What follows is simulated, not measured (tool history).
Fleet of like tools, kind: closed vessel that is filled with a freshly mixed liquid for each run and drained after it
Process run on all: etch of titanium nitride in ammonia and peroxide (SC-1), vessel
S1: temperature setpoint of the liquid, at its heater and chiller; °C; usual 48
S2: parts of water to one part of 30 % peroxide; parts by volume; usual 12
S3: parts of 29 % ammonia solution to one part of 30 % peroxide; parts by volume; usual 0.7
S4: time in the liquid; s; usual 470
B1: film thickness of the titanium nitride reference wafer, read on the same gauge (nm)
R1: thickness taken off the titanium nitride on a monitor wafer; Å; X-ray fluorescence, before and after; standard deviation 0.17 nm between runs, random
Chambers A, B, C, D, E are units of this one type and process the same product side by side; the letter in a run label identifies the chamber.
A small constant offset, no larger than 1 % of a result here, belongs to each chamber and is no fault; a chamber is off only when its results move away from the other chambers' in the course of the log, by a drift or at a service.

run    day    S1  S2   S3   S4      B1      R1
 1A  0.171    48  12  0.7  470  39.984  205.53
 2B  0.308    48  12  0.7  470   39.99  208.82
 3D  0.408    48  12  0.7  470  39.995  208.03
 4E  0.542    48  12  0.7  470  39.985  205.81
 5C  0.729    48  12  0.7  470  39.997  209.29
 6E  0.812    48  12  0.4  470  40.007  188.88
 7C  0.971    48  12  0.4  470  40.026     190
 8D  1.104    48  12  0.4  470  39.974  188.79
 9B  1.262    48  12  0.4  470  40.011   187.4
10A  1.429    48  12  0.4  470  39.967  187.36
11A  1.521    48  12  0.7  470  40.016  204.69
12E  1.625    48  12  0.7  470  40.011  206.15
     1.721  -- chamber D: new drum of ammonia solution connected
13B  1.746  55.5  12  0.7  470  40.025  353.27
     1.808  -- chamber E: new drum of ammonia solution connected
14C  1.862  55.5  12  0.7  470  39.993  350.77
15D  1.983  55.5  12  0.7  470  40.018  368.96
16D  2.117  55.5  12  0.7  470  39.985  363.74
17E  2.275  55.5  12  0.7  470  39.997  349.33
18C  2.408    48  12  0.7  470  40.002  206.51
19A  2.596    48  12  0.7  470  40.025  208.69
20B  2.742    45  12  0.7  470  39.974  167.98
21E  2.875    45  12  0.7  470  40.012  167.69
22C  3.067    45  12  0.7  470  39.981  169.62
23A  3.208    45  12  0.7  470  40.006  170.23
24B  3.354    45  12  0.7  470  39.965  168.04
25D  3.521    48  12  0.7  470  39.967  229.59
26A  3.675    48  12  0.7  470  39.981  208.91
27D  3.767    48  12  0.7  470  39.986  227.58
28B  3.862    48  12  0.7  470  40.024  209.82
29C  3.996    48  12  0.7  470  40.029  207.65
30E  4.133    48  12  0.7  470  40.014   208.5
31C  4.308    48  12  0.7  470  39.981  209.95

Does one chamber stand apart from the rest, does the shared gauge drift, or is all well apart from small per-chamber offsets? Give the chamber and the most likely cause, where there is one.

Chamber D drifts away from the others.
What lies behind it: liquid hotter than its thermometer reads (K) = 1.67.

Below are 4 candidate recipes for chamber D's next run, each the usual settings with a change, their results shown as question marks. Which of them brings D's results back in line with what the other chambers give on the usual settings?
Maximum distance from the other chambers' mean on the usual settings for a result to count as in line: R1 6.1 Å
32D-1  4.442    49    12  0.7  495       ?
32D-2  4.442  46.5  12.5  0.7  470       ?
32D-3  4.442    48    12  0.7  505       ?
32D-4  4.442  47.5    12  0.7  455       ?

Mean of the other chambers on the usual settings: R1 208.34 Å
  run      R1
32D-1  264.65
32D-2  207.01
32D-3  252.19
32D-4  219.42
32D-2 puts the chamber back in line with the other chambers.

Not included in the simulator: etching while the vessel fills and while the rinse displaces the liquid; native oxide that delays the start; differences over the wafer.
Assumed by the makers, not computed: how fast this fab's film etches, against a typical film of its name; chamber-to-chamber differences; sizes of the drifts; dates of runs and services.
